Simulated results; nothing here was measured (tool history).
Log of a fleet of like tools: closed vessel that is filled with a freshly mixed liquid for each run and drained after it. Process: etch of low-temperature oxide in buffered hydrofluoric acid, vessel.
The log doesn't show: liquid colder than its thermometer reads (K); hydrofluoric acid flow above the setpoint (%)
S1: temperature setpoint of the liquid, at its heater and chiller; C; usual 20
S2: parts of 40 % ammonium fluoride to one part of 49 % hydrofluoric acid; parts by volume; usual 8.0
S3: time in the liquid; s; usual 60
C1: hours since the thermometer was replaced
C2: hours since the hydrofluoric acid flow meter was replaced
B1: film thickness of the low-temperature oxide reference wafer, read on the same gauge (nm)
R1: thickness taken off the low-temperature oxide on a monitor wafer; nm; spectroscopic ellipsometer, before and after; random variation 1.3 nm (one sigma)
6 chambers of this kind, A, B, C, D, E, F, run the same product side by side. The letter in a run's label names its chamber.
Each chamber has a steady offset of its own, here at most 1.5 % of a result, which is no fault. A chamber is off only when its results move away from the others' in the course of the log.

run   hour  S1   S2  S3      C1      C2      B1      R1
 1F    7.3  20  8.0  60    88.7   302.6  79.999  259.93
 2D   12.4  20  8.0  60  2918.9   936.5  79.985  263.13
 3C   17.2  20  8.0  60   963.8   286.7  79.972  261.73
 4E   23.0  20  8.0  60   462.9   359.8  79.984  259.24
 5B   29.3  20  8.0  60   479.9   495.4  79.991  261.77
 6A   34.2  20  8.0  60    82.4   567.7  80.046  264.71
 7C   41.0  20  8.0  60   987.6   310.5  79.986  259.32
 8F   47.0  20  8.0  30   128.4   342.3  80.005  130.61
 9E   51.6  20  8.0  30   491.5   388.4  80.026  130.19
10A   58.2  20  8.0  30   106.4   591.7  79.997  131.87
      63.8  -- chamber D: thermometer replaced
11D   65.4  20  8.0  30     1.6   989.5  80.026  132.07
12B   70.4  20  8.0  30   521.0   536.5  80.018  131.42
13A   75.3  20  8.0  30   123.5   608.8  79.977  133.05
14B   82.1  20  8.0  60   532.7   548.2  80.011  264.00
15F   85.5  20  8.0  60   166.9   380.8  79.976  261.76
16C   92.7  20  8.0  60  1039.3   362.2  80.020  261.14
17E   98.7  20  8.0  60   538.6   435.5  80.023  263.06
18D  106.4  20  8.0  60    42.6  1030.5  79.968  262.36
19D  112.9  20  8.0  60    49.1  1037.0  79.975  262.25
20A  117.7  20  8.0  60   165.9   651.2  79.988  265.17
21E  123.3  20  8.0  60   563.2   460.1  79.965  264.73
22B  130.7  17  6.5  60   581.3   596.8  80.031  275.58
23C  134.6  17  6.5  60  1081.2   404.1  79.985  269.19
24F  139.2  17  6.5  60   220.6   434.5  79.983  274.51
25C  145.3  17  6.5  60  1091.9   414.8  79.987  272.46
26A  152.9  17  6.5  60   201.1   686.4  79.994  274.43
27B  158.8  17  6.5  60   609.4   624.9  79.988  272.80
28D  164.4  20  8.0  60   100.6  1088.5  80.014  262.96
     169.6  -- chamber D: hydrofluoric acid flow meter replaced
29F  170.1  20  8.0  60   251.5   465.4  79.984  258.89
30E  176.4  20  8.0  60   616.3   513.2  80.016  271.18
31D  182.0  20  8.0  60   118.2    12.5  80.037  260.32
32A  186.7  20  8.0  60   234.9   720.2  80.032  267.24
33C  192.3  20  8.0  60  1138.9   461.8  79.976  258.04
34E  198.8  20  8.0  60   638.7   535.6  80.008  271.53
35F  205.0  20  8.0  60   286.4   500.3  79.999  261.26
36B  209.8  20  8.0  60   660.4   675.9  80.006  263.86
37F  214.8  20  8.0  60   296.2   510.1  79.999  260.36
38A  221.4  20  8.0  60   269.6   754.9  79.987  266.62
39C  225.6  24  8.0  40  1172.2   495.1  79.984  215.35
40B  230.2  24  8.0  40   680.8   696.3  79.992  220.59
41E  237.6  24  8.0  40   677.5   574.4  79.962  230.92
42D  241.3  24  8.0  40   177.5    71.8  80.026  216.61
43D  246.2  24  8.0  40   182.4    76.7  80.017  217.75
44F  251.1  24  8.0  40   332.5   546.4  80.018  215.72

What goes on in this fleet: one chamber off, a drifting gauge, or nothing beyond the chambers' own small offsets? Name the chamber and the cause, if any.

Chamber E drifts away from the others.
Cause: hydrofluoric acid flow above the setpoint (%) = 6.37.
The log may not tell that from: liquid hotter than its thermometer reads (K).

Here are 4 candidates for chamber E's next run, each the usual settings with a change, their results left as question marks. Which one brings its results back in line with what the others give on the usual settings?
In line means no further than this from the other chambers' mean on the usual settings: R1 4.40 nm
45E-1  256.7  19.5  8.5  60               ?
45E-2  256.7  20.5  7.5  60               ?
45E-3  256.7  20.0  8.5  60               ?
45E-4  256.7  21.0  8.0  60               ?

The other chambers' mean on the usual settings: R1 262.40 nm
  run      R1
45E-1  253.42
45E-2  307.46
45E-3  260.63
45E-4  294.70
45E-3 brings the chamber back in line.
